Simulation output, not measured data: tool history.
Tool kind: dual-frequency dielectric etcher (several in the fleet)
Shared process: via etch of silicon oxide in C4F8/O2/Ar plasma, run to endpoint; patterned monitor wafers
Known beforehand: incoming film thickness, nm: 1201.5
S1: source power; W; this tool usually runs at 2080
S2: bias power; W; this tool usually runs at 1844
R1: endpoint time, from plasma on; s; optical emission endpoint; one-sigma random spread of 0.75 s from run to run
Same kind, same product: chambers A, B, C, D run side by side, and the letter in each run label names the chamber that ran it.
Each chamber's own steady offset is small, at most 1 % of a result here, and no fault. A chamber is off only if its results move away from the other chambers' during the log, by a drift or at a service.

Run 1B, hour 8.9: usual settings. Result: R1 239.38 s.
Run 2D, hour 15.7: usual settings. Result: R1 240.76 s.
At hour 18: chamber D: wet clean of the chamber.
Run 3A, hour 24.4: usual settings. Result: R1 241.54 s.
Run 4C, hour 37.1: usual settings. Result: R1 239.97 s.
Run 5C, hour 47.8: usual settings. Result: R1 239.82 s.
Run 6D, hour 61.6: usual settings. Result: R1 241.08 s.
Run 7B, hour 75.4: usual settings. Result: R1 240.22 s.
Run 8A, hour 87.4: usual settings. Result: R1 241.84 s.
At hour 89: chamber A: bias power generator calibrated.
Run 9D, hour 96.6: usual settings but S1 2420 W. Result: R1 226.64 s.
Run 10B, hour 111: usual settings but S1 2420 W. Result: R1 225.57 s.
Run 11C, hour 122.1: usual settings but S1 2420 W. Result: R1 226.42 s.
Run 12A, hour 135.2: usual settings but S1 2420 W. Result: R1 226.37 s.
Run 13D, hour 142: usual settings. Result: R1 239.99 s.
Run 14A, hour 148.8: usual settings. Result: R1 241.05 s.
Run 15C, hour 160.2: usual settings. Result: R1 239.71 s.
Run 16B, hour 173: usual settings. Result: R1 238.72 s.
Run 17B, hour 182.6: usual settings. Result: R1 238.76 s.
Run 18C, hour 198: usual settings but S2 1652 W. Result: R1 247.77 s.
Run 19A, hour 212.5: usual settings but S2 1652 W. Result: R1 249.78 s.
Run 20D, hour 222: usual settings but S2 1652 W. Result: R1 247.64 s.
Run 21A, hour 235.6: usual settings but S2 1652 W. Result: R1 248.19 s.
Run 22C, hour 244.1: usual settings but S1 1670 W. Result: R1 260.55 s.
Run 23D, hour 258.5: usual settings but S1 1670 W. Result: R1 262.35 s.
Run 24B, hour 267.5: usual settings but S1 1670 W. Result: R1 257.08 s.
Run 25B, hour 282.2: usual settings but S1 1670 W. Result: R1 259.16 s.
Run 26C, hour 290: usual settings. Result: R1 241.63 s.
At hour 296.2: chamber A: wet clean of the chamber.
Run 27D, hour 304.8: usual settings but S2 1991 W. Result: R1 235.73 s.
Run 28A, hour 315.5: usual settings but S2 1991 W. Result: R1 235.83 s.
Run 29B, hour 327.9: usual settings but S2 1991 W. Result: R1 230.66 s.
Run 30A, hour 340.7: usual settings but S2 1991 W. Result: R1 234.18 s.
Run 31C, hour 351.2: usual settings. Result: R1 240.75 s.
Run 32D, hour 365: usual settings. Result: R1 240.21 s.
Run 33C, hour 379.5: usual settings but S1 1820 W, S2 2005 W. Result: R1 245.99 s.
Run 34B, hour 386.4: usual settings but S1 1820 W, S2 2005 W. Result: R1 240.15 s.
Run 35D, hour 395: usual settings but S1 1820 W, S2 2005 W. Result: R1 248.26 s.
Run 36A, hour 406.6: usual settings but S1 1820 W, S2 2005 W. Result: R1 247.9 s.

Does one chamber stand apart from the rest, does the shared gauge drift, or is all well apart from small per-chamber offsets? Give the chamber and the most likely cause, where there is one.

One chamber, B, drifts off from the rest bit by bit.
Likeliest cause: etch rate over this chamber's usual, % = 2.91.

Which of the 4 candidates below, each the usual settings with something changed and its results left as question marks, puts chamber B back in line with what the other chambers give on the usual settings?
A result is in line if it is within this distance of the other chambers' mean on the usual settings: R1 2.6 s
Run 37B-1, hour 417.6: usual settings but S1 2230 W. Result: R1 ?.
Run 37B-2, hour 417.6: usual settings but S2 1467 W. Result: R1 ?.
Run 37B-3, hour 417.6: usual settings but S1 1980 W, S2 1781 W. Result: R1 ?.
Run 37B-4, hour 417.6: usual settings but S1 2300 W, S2 1978 W. Result: R1 ?.

The mean the other chambers reach with the usual settings: R1 240.38 s
  run      R1
37B-1  227.03
37B-2   248.3
37B-3  240.46
37B-4  219.91
The answer is 37B-3, which returns the chamber to within the allowed miss of the others.
